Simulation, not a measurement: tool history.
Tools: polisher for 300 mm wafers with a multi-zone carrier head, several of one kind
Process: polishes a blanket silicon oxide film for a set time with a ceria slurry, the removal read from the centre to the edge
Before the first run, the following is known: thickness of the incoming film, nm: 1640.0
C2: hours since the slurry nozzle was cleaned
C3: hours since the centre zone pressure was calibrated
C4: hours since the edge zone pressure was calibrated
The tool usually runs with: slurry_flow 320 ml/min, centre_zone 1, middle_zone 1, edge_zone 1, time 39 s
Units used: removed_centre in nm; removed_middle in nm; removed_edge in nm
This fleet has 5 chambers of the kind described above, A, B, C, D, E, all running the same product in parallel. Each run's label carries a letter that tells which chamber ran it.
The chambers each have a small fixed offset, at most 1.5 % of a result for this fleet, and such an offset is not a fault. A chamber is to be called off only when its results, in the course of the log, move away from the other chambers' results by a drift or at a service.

{"run": "1C", "hour": 13.6, "slurry_flow": 320, "centre_zone": 1, "middle_zone": 1, "edge_zone": 1, "time": 39, "wafers polished on this pad": 489, "C2": 31.6, "C3": 1597.3, "C4": 449.3, "removed_centre": 192.86, "removed_middle": 195.12, "removed_edge": 197.14}
{"run": "2D", "hour": 25.5, "slurry_flow": 320, "centre_zone": 1, "middle_zone": 1, "edge_zone": 1, "time": 39, "wafers polished on this pad": 1008, "C2": 72.2, "C3": 785.6, "C4": 424.5, "removed_centre": 195.3, "removed_middle": 194.35, "removed_edge": 191.74}
{"run": "3B", "hour": 33.8, "slurry_flow": 320, "centre_zone": 1, "middle_zone": 1, "edge_zone": 1, "time": 39, "wafers polished on this pad": 1022, "C2": 291.3, "C3": 69.7, "C4": 244.8, "removed_centre": 191.7, "removed_middle": 197.08, "removed_edge": 194.72}
{"run": "4A", "hour": 45.5, "slurry_flow": 320, "centre_zone": 1, "middle_zone": 1, "edge_zone": 1, "time": 39, "wafers polished on this pad": 1242, "C2": 431.6, "C3": 163.1, "C4": 588.8, "removed_centre": 190.48, "removed_middle": 193.3, "removed_edge": 197.25}
{"run": "5E", "hour": 57.5, "slurry_flow": 320, "centre_zone": 1, "middle_zone": 1, "edge_zone": 1, "time": 39, "wafers polished on this pad": 1320, "C2": 392.2, "C3": 719.4, "C4": 772.5, "removed_centre": 201.46, "removed_middle": 194.51, "removed_edge": 191.74}
{"hour": 59.7, "done": "chamber B: worn pad replaced by a new one"}
{"hour": 61.3, "done": "chamber C: worn pad replaced by a new one"}
{"hour": 63.3, "done": "chamber A: worn pad replaced by a new one"}
{"run": "6D", "hour": 67.3, "slurry_flow": 320, "centre_zone": 1, "middle_zone": 1, "edge_zone": 1, "time": 39, "wafers polished on this pad": 1465, "C2": 114, "C3": 827.4, "C4": 466.3, "removed_centre": 193.82, "removed_middle": 195.2, "removed_edge": 194.51}
{"hour": 72.3, "done": "chamber D: worn pad replaced by a new one"}
{"run": "7B", "hour": 75.7, "slurry_flow": 320, "centre_zone": 1, "middle_zone": 1, "edge_zone": 1, "time": 39, "wafers polished on this pad": 175, "C2": 333.2, "C3": 111.6, "C4": 286.7, "removed_centre": 190.14, "removed_middle": 195.38, "removed_edge": 192.48}
{"hour": 76.2, "done": "chamber C: centre zone pressure recalibrated"}
{"hour": 84.5, "done": "chamber E: worn pad replaced by a new one"}
{"run": "8E", "hour": 86.3, "slurry_flow": 320, "centre_zone": 1, "middle_zone": 0.94, "edge_zone": 1, "time": 51, "wafers polished on this pad": 20, "C2": 421, "C3": 748.2, "C4": 801.3, "removed_centre": 250.2, "removed_middle": 242.68, "removed_edge": 254.02}
{"run": "9A", "hour": 100.6, "slurry_flow": 320, "centre_zone": 1, "middle_zone": 0.94, "edge_zone": 1, "time": 51, "wafers polished on this pad": 407, "C2": 486.7, "C3": 218.2, "C4": 643.9, "removed_centre": 253.33, "removed_middle": 240.9, "removed_edge": 254.32}
{"run": "10C", "hour": 115.4, "slurry_flow": 320, "centre_zone": 1, "middle_zone": 0.94, "edge_zone": 1, "time": 51, "wafers polished on this pad": 591, "C2": 133.4, "C3": 39.2, "C4": 551.1, "removed_centre": 252.83, "removed_middle": 240.56, "removed_edge": 250.4}
{"hour": 117.4, "done": "chamber D: edge zone pressure recalibrated"}
{"run": "11E", "hour": 122.8, "slurry_flow": 320, "centre_zone": 1, "middle_zone": 0.94, "edge_zone": 1, "time": 51, "wafers polished on this pad": 418, "C2": 457.5, "C3": 784.7, "C4": 837.8, "removed_centre": 253.66, "removed_middle": 242.7, "removed_edge": 248.96}
{"hour": 133.4, "done": "chamber E: centre zone pressure recalibrated"}
{"run": "12A", "hour": 135.8, "slurry_flow": 320, "centre_zone": 1, "middle_zone": 0.94, "edge_zone": 1, "time": 51, "wafers polished on this pad": 792, "C2": 521.9, "C3": 253.4, "C4": 679.1, "removed_centre": 251.82, "removed_middle": 235.55, "removed_edge": 249.54}
{"hour": 142.6, "done": "chamber A: slurry nozzle cleaned"}
{"run": "13B", "hour": 149.7, "slurry_flow": 320, "centre_zone": 1, "middle_zone": 1, "edge_zone": 1, "time": 39, "wafers polished on this pad": 983, "C2": 407.2, "C3": 185.6, "C4": 360.7, "removed_centre": 193.9, "removed_middle": 192.37, "removed_edge": 192.76}
{"hour": 156.8, "done": "chamber B: worn pad replaced by a new one"}
{"run": "14C", "hour": 157.6, "slurry_flow": 320, "centre_zone": 1, "middle_zone": 1, "edge_zone": 1, "time": 39, "wafers polished on this pad": 1052, "C2": 175.6, "C3": 81.4, "C4": 593.3, "removed_centre": 192.16, "removed_middle": 193.45, "removed_edge": 195.38}
{"run": "15D", "hour": 170.3, "slurry_flow": 320, "centre_zone": 1, "middle_zone": 1, "edge_zone": 1, "time": 39, "wafers polished on this pad": 1070, "C2": 217, "C3": 930.4, "C4": 52.9, "removed_centre": 189.58, "removed_middle": 191.68, "removed_edge": 190.49}
{"hour": 172.6, "done": "chamber C: worn pad replaced by a new one"}
{"run": "16C", "hour": 183.4, "slurry_flow": 320, "centre_zone": 1, "middle_zone": 1, "edge_zone": 1, "time": 39, "wafers polished on this pad": 118, "C2": 201.4, "C3": 107.2, "C4": 619.1, "removed_centre": 192.69, "removed_middle": 190.3, "removed_edge": 194.11}
{"run": "17B", "hour": 190.6, "slurry_flow": 320, "centre_zone": 1, "middle_zone": 1, "edge_zone": 1, "time": 39, "wafers polished on this pad": 369, "C2": 448.1, "C3": 226.5, "C4": 401.6, "removed_centre": 193.35, "removed_middle": 190.84, "removed_edge": 196.55}
{"hour": 193.3, "done": "chamber A: worn pad replaced by a new one"}
{"run": "18A", "hour": 199.0, "slurry_flow": 320, "centre_zone": 1, "middle_zone": 1, "edge_zone": 1, "time": 39, "wafers polished on this pad": 62, "C2": 56.5, "C3": 316.6, "C4": 742.3, "removed_centre": 191.19, "removed_middle": 191.99, "removed_edge": 197.27}
{"hour": 199.5, "done": "chamber D: worn pad replaced by a new one"}
{"run": "19E", "hour": 206.0, "slurry_flow": 320, "centre_zone": 0.91, "middle_zone": 1, "edge_zone": 1, "time": 39, "wafers polished on this pad": 1327, "C2": 540.7, "C3": 72.7, "C4": 921, "removed_centre": 178.57, "removed_middle": 195.13, "removed_edge": 195.03}
{"run": "20D", "hour": 214.9, "slurry_flow": 320, "centre_zone": 0.91, "middle_zone": 1, "edge_zone": 1, "time": 39, "wafers polished on this pad": 168, "C2": 261.6, "C3": 975, "C4": 97.5, "removed_centre": 170.55, "removed_middle": 193.11, "removed_edge": 193.13}
{"run": "21B", "hour": 224.6, "slurry_flow": 320, "centre_zone": 0.91, "middle_zone": 1, "edge_zone": 1, "time": 39, "wafers polished on this pad": 741, "C2": 482.1, "C3": 260.5, "C4": 435.6, "removed_centre": 173.45, "removed_middle": 193.7, "removed_edge": 190.67}
{"hour": 227.3, "done": "chamber E: worn pad replaced by a new one"}
{"run": "22D", "hour": 236.4, "slurry_flow": 320, "centre_zone": 0.91, "middle_zone": 1, "edge_zone": 1, "time": 39, "wafers polished on this pad": 403, "C2": 283.1, "C3": 996.5, "C4": 119, "removed_centre": 164.46, "removed_middle": 197.54, "removed_edge": 197.17}
{"run": "23E", "hour": 245.0, "slurry_flow": 320, "centre_zone": 0.91, "middle_zone": 1, "edge_zone": 1, "time": 39, "wafers polished on this pad": 194, "C2": 579.7, "C3": 111.7, "C4": 960, "removed_centre": 177.02, "removed_middle": 198.01, "removed_edge": 191.93}
{"run": "24A", "hour": 258.6, "slurry_flow": 320, "centre_zone": 1, "middle_zone": 1, "edge_zone": 1, "time": 39, "wafers polished on this pad": 713, "C2": 116.1, "C3": 376.2, "C4": 801.9, "removed_centre": 191.63, "removed_middle": 191.93, "removed_edge": 195.31}
{"hour": 261.6, "done": "chamber B: worn pad replaced by a new one"}
{"run": "25C", "hour": 266.4, "slurry_flow": 320, "centre_zone": 1, "middle_zone": 0.95, "edge_zone": 1, "time": 39, "wafers polished on this pad": 1025, "C2": 284.4, "C3": 190.2, "C4": 702.1, "removed_centre": 197.16, "removed_middle": 180.66, "removed_edge": 196.33}
{"hour": 272.5, "done": "chamber C: worn pad replaced by a new one"}
{"run": "26E", "hour": 273.1, "slurry_flow": 320, "centre_zone": 1, "middle_zone": 0.95, "edge_zone": 1, "time": 39, "wafers polished on this pad": 501, "C2": 607.8, "C3": 139.8, "C4": 988.1, "removed_centre": 197.58, "removed_middle": 187.75, "removed_edge": 194.13}
{"run": "27A", "hour": 280.0, "slurry_flow": 320, "centre_zone": 1, "middle_zone": 0.95, "edge_zone": 1, "time": 39, "wafers polished on this pad": 947, "C2": 137.5, "C3": 397.6, "C4": 823.3, "removed_centre": 192.21, "removed_middle": 185.66, "removed_edge": 190.86}
{"run": "28C", "hour": 291.9, "slurry_flow": 320, "centre_zone": 1, "middle_zone": 0.95, "edge_zone": 1, "time": 39, "wafers polished on this pad": 213, "C2": 309.9, "C3": 215.7, "C4": 727.6, "removed_centre": 193.43, "removed_middle": 185.75, "removed_edge": 196.46}
{"run": "29D", "hour": 306.5, "slurry_flow": 320, "centre_zone": 1, "middle_zone": 0.95, "edge_zone": 1, "time": 39, "wafers polished on this pad": 1169, "C2": 353.2, "C3": 1066.6, "C4": 189.1, "removed_centre": 177.69, "removed_middle": 188.12, "removed_edge": 197.2}
{"hour": 317.1, "done": "chamber D: worn pad replaced by a new one"}
{"run": "30B", "hour": 320.1, "slurry_flow": 320, "centre_zone": 1, "middle_zone": 1, "edge_zone": 1, "time": 39, "wafers polished on this pad": 639, "C2": 577.6, "C3": 356, "C4": 531.1, "removed_centre": 194.51, "removed_middle": 193.74, "removed_edge": 194.6}
{"run": "31B", "hour": 333.8, "slurry_flow": 320, "centre_zone": 1, "middle_zone": 1, "edge_zone": 1, "time": 39, "wafers polished on this pad": 789, "C2": 591.3, "C3": 369.7, "C4": 544.8, "removed_centre": 188.48, "removed_middle": 193.81, "removed_edge": 192.51}
{"hour": 336.0, "done": "chamber A: worn pad replaced by a new one"}
{"run": "32E", "hour": 347.7, "slurry_flow": 320, "centre_zone": 1, "middle_zone": 1, "edge_zone": 1, "time": 39, "wafers polished on this pad": 1316, "C2": 682.4, "C3": 214.4, "C4": 1062.7, "removed_centre": 190.65, "removed_middle": 194.1, "removed_edge": 195.53}
{"hour": 349.0, "done": "chamber E: worn pad replaced by a new one"}
{"run": "33C", "hour": 355.6, "slurry_flow": 320, "centre_zone": 1, "middle_zone": 1, "edge_zone": 1, "time": 39, "wafers polished on this pad": 908, "C2": 373.6, "C3": 279.4, "C4": 791.3, "removed_centre": 195.29, "removed_middle": 198.25, "removed_edge": 198.35}
{"run": "34D", "hour": 369.4, "slurry_flow": 320, "centre_zone": 1, "middle_zone": 1, "edge_zone": 1, "time": 39, "wafers polished on this pad": 571, "C2": 416.1, "C3": 1129.5, "C4": 252, "removed_centre": 172.85, "removed_middle": 194.16, "removed_edge": 194.41}
{"hour": 380.0, "done": "chamber A: centre zone pressure recalibrated"}
{"hour": 380.4, "done": "chamber C: worn pad replaced by a new one"}
{"run": "35A", "hour": 381.7, "slurry_flow": 320, "centre_zone": 1, "middle_zone": 1, "edge_zone": 1, "time": 39, "wafers polished on this pad": 499, "C2": 239.2, "C3": 1.7, "C4": 925, "removed_centre": 190.21, "removed_middle": 192.78, "removed_edge": 194.73}
{"hour": 382.1, "done": "chamber B: worn pad replaced by a new one"}
{"hour": 388.5, "done": "chamber B: edge zone pressure recalibrated"}
{"run": "36D", "hour": 389.7, "slurry_flow": 320, "centre_zone": 1, "middle_zone": 1, "edge_zone": 1, "time": 51, "wafers polished on this pad": 793, "C2": 436.4, "C3": 1149.8, "C4": 272.3, "removed_centre": 234.45, "removed_middle": 255.06, "removed_edge": 249.3}
{"run": "37E", "hour": 398.5, "slurry_flow": 320, "centre_zone": 1, "middle_zone": 1, "edge_zone": 1, "time": 51, "wafers polished on this pad": 541, "C2": 733.2, "C3": 265.2, "C4": 1113.5, "removed_centre": 252.77, "removed_middle": 260.21, "removed_edge": 250.83}
{"run": "38C", "hour": 407.9, "slurry_flow": 320, "centre_zone": 1, "middle_zone": 1, "edge_zone": 1, "time": 51, "wafers polished on this pad": 301, "C2": 425.9, "C3": 331.7, "C4": 843.6, "removed_centre": 258.19, "removed_middle": 255.94, "removed_edge": 256.74}
{"run": "39A", "hour": 418.2, "slurry_flow": 320, "centre_zone": 1, "middle_zone": 1, "edge_zone": 1, "time": 51, "wafers polished on this pad": 898, "C2": 275.7, "C3": 38.2, "C4": 961.5, "removed_centre": 251.06, "removed_middle": 253.98, "removed_edge": 250.12}
{"run": "40B", "hour": 432.2, "slurry_flow": 320, "centre_zone": 1, "middle_zone": 1, "edge_zone": 1, "time": 51, "wafers polished on this pad": 548, "C2": 689.7, "C3": 468.1, "C4": 43.7, "removed_centre": 256.73, "removed_middle": 255.55, "removed_edge": 252.74}
{"run": "41B", "hour": 446.9, "slurry_flow": 320, "centre_zone": 1, "middle_zone": 1.05, "edge_zone": 1, "time": 39, "wafers polished on this pad": 708, "C2": 704.4, "C3": 482.8, "C4": 58.4, "removed_centre": 196.42, "removed_middle": 203.78, "removed_edge": 192.62}

Predict what each chamber gives when all 5 of them run the settings below next.
{"run": "42A", "hour": 457.7, "slurry_flow": 320, "centre_zone": 1, "middle_zone": 1, "edge_zone": 0.9, "time": 39, "removed_centre": "?", "removed_middle": "?", "removed_edge": "?"}
{"run": "42B", "hour": 457.7, "slurry_flow": 320, "centre_zone": 1, "middle_zone": 1, "edge_zone": 0.9, "time": 39, "removed_centre": "?", "removed_middle": "?", "removed_edge": "?"}
{"run": "42C", "hour": 457.7, "slurry_flow": 320, "centre_zone": 1, "middle_zone": 1, "edge_zone": 0.9, "time": 39, "removed_centre": "?", "removed_middle": "?", "removed_edge": "?"}
{"run": "42D", "hour": 457.7, "slurry_flow": 320, "centre_zone": 1, "middle_zone": 1, "edge_zone": 0.9, "time": 39, "removed_centre": "?", "removed_middle": "?", "removed_edge": "?"}
{"run": "42E", "hour": 457.7, "slurry_flow": 320, "centre_zone": 1, "middle_zone": 1, "edge_zone": 0.9, "time": 39, "removed_centre": "?", "removed_middle": "?", "removed_edge": "?"}

run=42A removed_centre=188.38 removed_middle=196.23 removed_edge=185.4
run=42B removed_centre=190.57 removed_middle=198.51 removed_edge=181.28
run=42C removed_centre=193.35 removed_middle=191.84 removed_edge=185.54
run=42D removed_centre=167.53 removed_middle=196.53 removed_edge=185.45
run=42E removed_centre=191.08 removed_middle=194.86 removed_edge=182.19
